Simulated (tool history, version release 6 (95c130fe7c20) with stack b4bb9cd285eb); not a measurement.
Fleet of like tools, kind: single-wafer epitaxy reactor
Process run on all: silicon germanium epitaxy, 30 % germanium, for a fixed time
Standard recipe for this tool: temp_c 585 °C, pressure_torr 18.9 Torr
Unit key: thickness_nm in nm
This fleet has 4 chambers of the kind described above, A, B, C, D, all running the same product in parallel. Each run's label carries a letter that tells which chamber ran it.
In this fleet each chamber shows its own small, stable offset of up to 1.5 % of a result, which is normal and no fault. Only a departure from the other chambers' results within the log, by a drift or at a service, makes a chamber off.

| run | day | temp_c | pressure_torr | read-back reference wafer on the same gauge, thickness_nm | thickness_nm |
|---|---|---|---|---|---|
| 1C | 0.317 | 585 | 18.9 | 50.418 | 44.140 |
| 2D | 0.700 | 585 | 18.9 | 50.391 | 43.509 |
| 3A | 0.983 | 585 | 18.9 | 50.408 | 43.325 |
| 4B | 1.288 | 585 | 18.9 | 50.391 | 43.763 |
| 5B | 1.529 | 585 | 18.9 | 50.413 | 43.706 |
| 6C | 1.850 | 585 | 18.9 | 50.372 | 44.388 |
| 7D | 2.108 | 585 | 18.9 | 50.414 | 43.466 |
| 8A | 2.362 | 585 | 18.9 | 50.424 | 43.370 |
| 9D | 2.800 | 585 | 18.9 | 50.401 | 43.437 |
| 10C | 3.233 | 585 | 21.5 | 50.397 | 46.454 |
| 11A | 3.608 | 585 | 21.5 | 50.382 | 45.525 |
| 12B | 3.871 | 585 | 21.5 | 50.370 | 46.055 |
| 13C | 4.092 | 585 | 21.5 | 50.404 | 46.557 |
| 14D | 4.496 | 585 | 18.9 | 50.405 | 43.420 |
| 15B | 4.925 | 597 | 20.4 | 50.419 | 56.397 |
| 16A | 5.367 | 597 | 20.4 | 50.405 | 55.826 |
| 17A | 5.742 | 597 | 20.4 | 50.423 | 55.903 |
| 18B | 6.150 | 597 | 20.4 | 50.405 | 56.366 |
| 19D | 6.442 | 585 | 18.9 | 50.403 | 43.482 |
| 20C | 6.700 | 585 | 18.9 | 50.382 | 44.104 |
| 21C | 6.921 | 585 | 18.9 | 50.405 | 44.227 |
| 22A | 7.175 | 585 | 18.9 | 50.415 | 43.364 |
| 23B | 7.404 | 585 | 18.9 | 50.419 | 43.768 |
| 24D | 7.683 | 585 | 23.3 | 50.400 | 47.420 |
| 25D | 7.933 | 585 | 23.3 | 50.363 | 47.266 |
|  | 8.258 | chamber D: capacitance manometer re-zeroed and calibrated |
| 26A | 8.312 | 585 | 23.3 | 50.405 | 47.139 |
| 27C | 8.754 | 585 | 23.3 | 50.375 | 48.051 |
| 28B | 9.171 | 585 | 18.9 | 50.413 | 43.797 |
| 29C | 9.446 | 585 | 18.9 | 50.424 | 44.085 |
| 30D | 9.850 | 585 | 18.9 | 50.428 | 44.662 |
| 31A | 10.046 | 585 | 18.9 | 50.415 | 43.520 |
| 32B | 10.367 | 573 | 16.7 | 50.410 | 33.092 |
| 33C | 10.746 | 573 | 16.7 | 50.387 | 33.509 |
| 34D | 10.962 | 573 | 16.7 | 50.402 | 33.574 |
| 35A | 11.358 | 573 | 16.7 | 50.394 | 32.849 |
| 36B | 11.588 | 585 | 18.9 | 50.405 | 43.801 |
| 37C | 11.796 | 596 | 18.9 | 50.408 | 54.212 |
| 38D | 12.133 | 596 | 18.9 | 50.375 | 54.627 |
|  | 12.450 | chamber C: capacitance manometer re-zeroed and calibrated |
| 39B | 12.458 | 596 | 18.9 | 50.408 | 53.568 |
| 40A | 12.658 | 596 | 18.9 | 50.417 | 53.324 |
| 41D | 12.854 | 585 | 18.9 | 50.368 | 44.452 |
| 42C | 13.292 | 585 | 18.9 | 50.391 | 44.022 |

Has any chamber moved away from the others, gradually or after a service, or does the common gauge drift, or do the chambers differ only by their own small steady offsets? State the chamber and the most likely cause if one applies.

A service on chamber D put it out of line with the rest.
Likeliest cause: true pressure above the setpoint (%) = 6.31.

Which of the 4 candidates below, each the usual settings with something changed and its results left as question marks, puts chamber D back in line with what the other chambers give on the usual settings?
To be in line, a result may differ from the other chambers' mean on the usual settings by at most: thickness_nm 0.350 nm
| 43D-1 | 13.608 | 585 | 20.4 |  | ? |
| 43D-2 | 13.608 | 585 | 18.1 |  | ? |
| 43D-3 | 13.608 | 585 | 17.4 |  | ? |
| 43D-4 | 13.608 | 585 | 19.7 |  | ? |

The mean the other chambers reach with the usual settings: thickness_nm 43.761 nm
| run | thickness_nm |
|---|---|
| 43D-1 | 45.848 |
| 43D-2 | 43.709 |
| 43D-3 | 43.026 |
| 43D-4 | 45.213 |
Change 43D-2 lands the chamber within the allowed miss of the other chambers.
